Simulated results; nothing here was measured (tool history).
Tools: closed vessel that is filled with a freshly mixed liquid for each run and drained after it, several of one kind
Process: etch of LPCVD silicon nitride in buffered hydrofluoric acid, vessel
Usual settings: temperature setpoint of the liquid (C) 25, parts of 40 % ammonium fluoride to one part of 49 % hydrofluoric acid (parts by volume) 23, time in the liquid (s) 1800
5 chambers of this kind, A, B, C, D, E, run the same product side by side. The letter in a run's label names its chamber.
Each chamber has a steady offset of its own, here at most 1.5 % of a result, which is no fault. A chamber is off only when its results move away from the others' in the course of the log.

run,hour,temperature setpoint of the liquid (C),parts of 40 % ammonium fluoride to one part of 49 % hydrofluoric acid (parts by volume),time in the liquid (s),hours since the thermometer was replaced,hours since the hydrofluoric acid flow meter was replaced,"read-back film thickness of the LPCVD silicon nitride reference wafer, read on the same gauge (nm)",thickness taken off the LPCVD silicon nitride on a monitor wafer (angstrom)
1E,6.6,25,23,1800,265,217.6,150.01,130.81
2B,12.8,25,23,1800,439.9,1182.1,149.99,132.59
3D,19.2,25,23,1800,1219.5,866.4,149.99,132.22
4A,24.2,25,23,1800,536.7,1044.5,149.97,129.83
5C,28.8,25,23,1800,2436.3,175.2,149.97,134.21
6C,34.9,30,23,1330,2442.4,181.3,150.03,128.84
7D,38.8,30,23,1330,1239.1,886,149.98,126.57
8B,45.1,30,23,1330,472.2,1214.4,150.01,126.99
9E,48.4,30,23,1330,306.8,259.4,149.98,128.06
10A,54.1,30,23,1330,566.6,1074.4,150,125.31
11A,57.7,20.5,26.5,1800,570.2,1078,150.01,91.711
12C,61.2,20.5,26.5,1800,2468.7,207.6,150.01,94.843
13D,66.5,20.5,26.5,1800,1266.8,913.7,150.02,93.187
14B,73.3,20.5,26.5,1800,500.4,1242.6,150.01,92.854
15E,77.6,20.5,26.5,1800,336,288.6,149.99,92.933
16C,82.9,25,23,1800,2490.4,229.3,149.99,133.63
17B,88,25,23,1800,515.1,1257.3,149.98,130.96
18E,92.4,25,23,1800,350.8,303.4,150.02,132.54
19A,98.6,25,28,1800,611.1,1118.9,150,114.01
20D,103.9,25,28,1800,1304.2,951.1,150,114.36
21E,108.4,25,28,1800,366.8,319.4,149.99,115.65
22C,113.1,25,28,1800,2520.6,259.5,150,116.24
23B,117.9,25,28,1800,545,1287.2,150,112.2
24A,121.9,25,23,1800,634.4,1142.2,150.01,130.8
25D,125.6,25,23,1800,1325.9,972.8,149.98,131.21
26E,132.5,25,23,1800,390.9,343.5,150,132.43
27D,137.1,25,23,1800,1337.4,984.3,150,131.35
28C,141.8,25,23,1800,2549.3,288.2,149.99,132.66
29B,147.7,25,23,1800,574.8,1317,150,127.6
30A,150.9,25,23,1800,663.4,1171.2,150.01,129.4
31D,156.5,25,23,1800,1356.8,1003.7,150,130.14
32E,162.2,25,23,1800,420.6,373.2,150.01,130.86
33B,169,25,23,1800,596.1,1338.3,150.01,124.33

What goes on in this fleet: one chamber off, a drifting gauge, or nothing beyond the chambers' own small offsets? Name the chamber and the cause, if any.

Chamber B drifts away from the others.
Cause: liquid colder than its thermometer reads (K) = 1.16.
The log may not tell that from: hydrofluoric acid flow below the setpoint (%).

Here are 4 candidates for chamber B's next run, each the usual settings with a change, their results left as question marks. Which one brings its results back in line with what the others give on the usual settings?
In line means no further than this from the other chambers' mean on the usual settings: thickness taken off the LPCVD silicon nitride on a monitor wafer (angstrom) 2.3
34B-1,174,25,23.5,1735,,,,?
34B-2,174,24.5,23,1800,,,,?
34B-3,174,25,23,1895,,,,?
34B-4,174,25,23,1830,,,,?

The other chambers' mean on the usual settings: thickness taken off the LPCVD silicon nitride on a monitor wafer (angstrom) 131.72
run,thickness taken off the LPCVD silicon nitride on a monitor wafer (angstrom)
34B-1,119.06
34B-2,122.06
34B-3,132.01
34B-4,127.48
34B-3 brings the chamber back in line.

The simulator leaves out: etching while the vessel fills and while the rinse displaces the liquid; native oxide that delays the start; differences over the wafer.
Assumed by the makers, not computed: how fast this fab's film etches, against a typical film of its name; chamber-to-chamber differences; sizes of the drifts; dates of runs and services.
